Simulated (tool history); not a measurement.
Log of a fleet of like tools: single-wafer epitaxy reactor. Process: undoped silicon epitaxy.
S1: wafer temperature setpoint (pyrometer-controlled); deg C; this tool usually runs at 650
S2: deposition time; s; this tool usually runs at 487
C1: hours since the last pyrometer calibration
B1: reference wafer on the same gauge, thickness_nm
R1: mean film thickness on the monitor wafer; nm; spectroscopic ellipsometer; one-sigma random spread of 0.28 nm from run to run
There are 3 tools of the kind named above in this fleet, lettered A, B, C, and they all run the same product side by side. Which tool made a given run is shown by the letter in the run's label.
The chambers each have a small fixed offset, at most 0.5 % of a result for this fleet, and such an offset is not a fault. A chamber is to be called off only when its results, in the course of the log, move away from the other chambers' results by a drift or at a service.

Run 1C, hour 4.6: usual settings; C1 651.1; B1 89.462. Result: R1 82.448 nm.
Run 2A, hour 9.8: usual settings; C1 1376.5; B1 89.423. Result: R1 81.889 nm.
Run 3B, hour 13.8: usual settings; C1 595.2; B1 89.507. Result: R1 81.666 nm.
Run 4C, hour 18.2: usual settings; C1 664.7; B1 89.568. Result: R1 82.598 nm.
Run 5B, hour 23.8: usual settings; C1 605.2; B1 89.457. Result: R1 81.955 nm.
Run 6A, hour 28.4: usual settings; C1 1395.1; B1 89.484. Result: R1 82.054 nm.
Run 7A, hour 31.8: usual settings but S2 579 s; C1 1398.5; B1 89.501. Result: R1 97.297 nm.
Run 8B, hour 36.1: usual settings but S2 579 s; C1 617.5; B1 89.508. Result: R1 97.294 nm.
Run 9C, hour 39.3: usual settings but S2 579 s; C1 685.8; B1 89.568. Result: R1 98.052 nm.
Run 10B, hour 43.6: usual settings but S1 661 deg C, S2 561 s; C1 625; B1 89.465. Result: R1 118.33 nm.
Run 11C, hour 48.5: usual settings but S1 661 deg C, S2 561 s; C1 695; B1 89.496. Result: R1 120.25 nm.
Run 12A, hour 54.7: usual settings but S1 661 deg C, S2 561 s; C1 1421.4; B1 89.527. Result: R1 119.94 nm.
Run 13C, hour 60.9: usual settings; C1 707.4; B1 89.429. Result: R1 81.951 nm.
Run 14A, hour 67: usual settings; C1 1433.7; B1 89.519. Result: R1 81.559 nm.
Run 15B, hour 71.8: usual settings; C1 653.2; B1 89.486. Result: R1 81.275 nm.
Run 16C, hour 76: usual settings; C1 722.5; B1 89.457. Result: R1 82.858 nm.
Run 17B, hour 80.8: usual settings; C1 662.2; B1 89.451. Result: R1 81.469 nm.
Run 18A, hour 84.8: usual settings but S1 656 deg C; C1 1451.5; B1 89.518. Result: R1 92.696 nm.
Run 19C, hour 88.7: usual settings but S1 656 deg C; C1 735.2; B1 89.532. Result: R1 94.593 nm.
Run 20A, hour 92.8: usual settings but S1 656 deg C; C1 1459.5; B1 89.407. Result: R1 93.335 nm.
Run 21B, hour 97.9: usual settings; C1 679.3; B1 89.494. Result: R1 81.491 nm.
Run 22C, hour 101.4: usual settings but S1 659 deg C, S2 413 s; C1 747.9; B1 89.585. Result: R1 85.882 nm.
Run 23A, hour 104.2: usual settings but S1 659 deg C, S2 413 s; C1 1470.9; B1 89.573. Result: R1 84.41 nm.
Run 24B, hour 110: usual settings but S1 659 deg C, S2 413 s; C1 691.4; B1 89.456. Result: R1 83.66 nm.
Run 25A, hour 116.1: usual settings but S1 662 deg C, S2 539 s; C1 1482.8; B1 89.495. Result: R1 117.49 nm.
Run 26B, hour 119.6: usual settings but S1 662 deg C, S2 539 s; C1 701; B1 89.482. Result: R1 117.14 nm.
Run 27C, hour 125.1: usual settings but S1 662 deg C, S2 539 s; C1 771.6; B1 89.503. Result: R1 120.06 nm.
Run 28B, hour 128.4: usual settings; C1 709.8; B1 89.441. Result: R1 81.81 nm.
Run 29C, hour 132.4: usual settings; C1 778.9; B1 89.434. Result: R1 83.105 nm.
Run 30A, hour 138.2: usual settings; C1 1504.9; B1 89.529. Result: R1 81.791 nm.
Run 31A, hour 141.3: usual settings; C1 1508; B1 89.441. Result: R1 81.808 nm.
Run 32B, hour 147.2: usual settings; C1 728.6; B1 89.51. Result: R1 81.798 nm.
Run 33C, hour 152.7: usual settings; C1 799.2; B1 89.518. Result: R1 84.034 nm.
Run 34A, hour 155.5: usual settings; C1 1522.2; B1 89.451. Result: R1 81.796 nm.
Run 35B, hour 160.3: usual settings; C1 741.7; B1 89.574. Result: R1 81.025 nm.
Run 36C, hour 164.4: usual settings; C1 810.9; B1 89.525. Result: R1 83.963 nm.
Run 37A, hour 167.6: usual settings; C1 1534.3; B1 89.518. Result: R1 82.044 nm.
Run 38C, hour 170.7: usual settings; C1 817.2; B1 89.467. Result: R1 84.375 nm.
Run 39B, hour 173.9: usual settings; C1 755.3; B1 89.599. Result: R1 81.481 nm.
Run 40B, hour 177.6: usual settings; C1 759; B1 89.534. Result: R1 81.861 nm.
Run 41C, hour 181.9: usual settings; C1 828.4; B1 89.486. Result: R1 84.668 nm.
Run 42A, hour 186.5: usual settings; C1 1553.2; B1 89.437. Result: R1 81.832 nm.

All 3 chambers run these settings next. Forecast each chamber's results:
Run 43A, hour 190.9: usual settings but S1 642 deg C. Result: R1 ?.
Run 43B, hour 190.9: usual settings but S1 642 deg C. Result: R1 ?.
Run 43C, hour 190.9: usual settings but S1 642 deg C. Result: R1 ?.

run      R1
43A  68.511
43B  67.962
43C  71.081
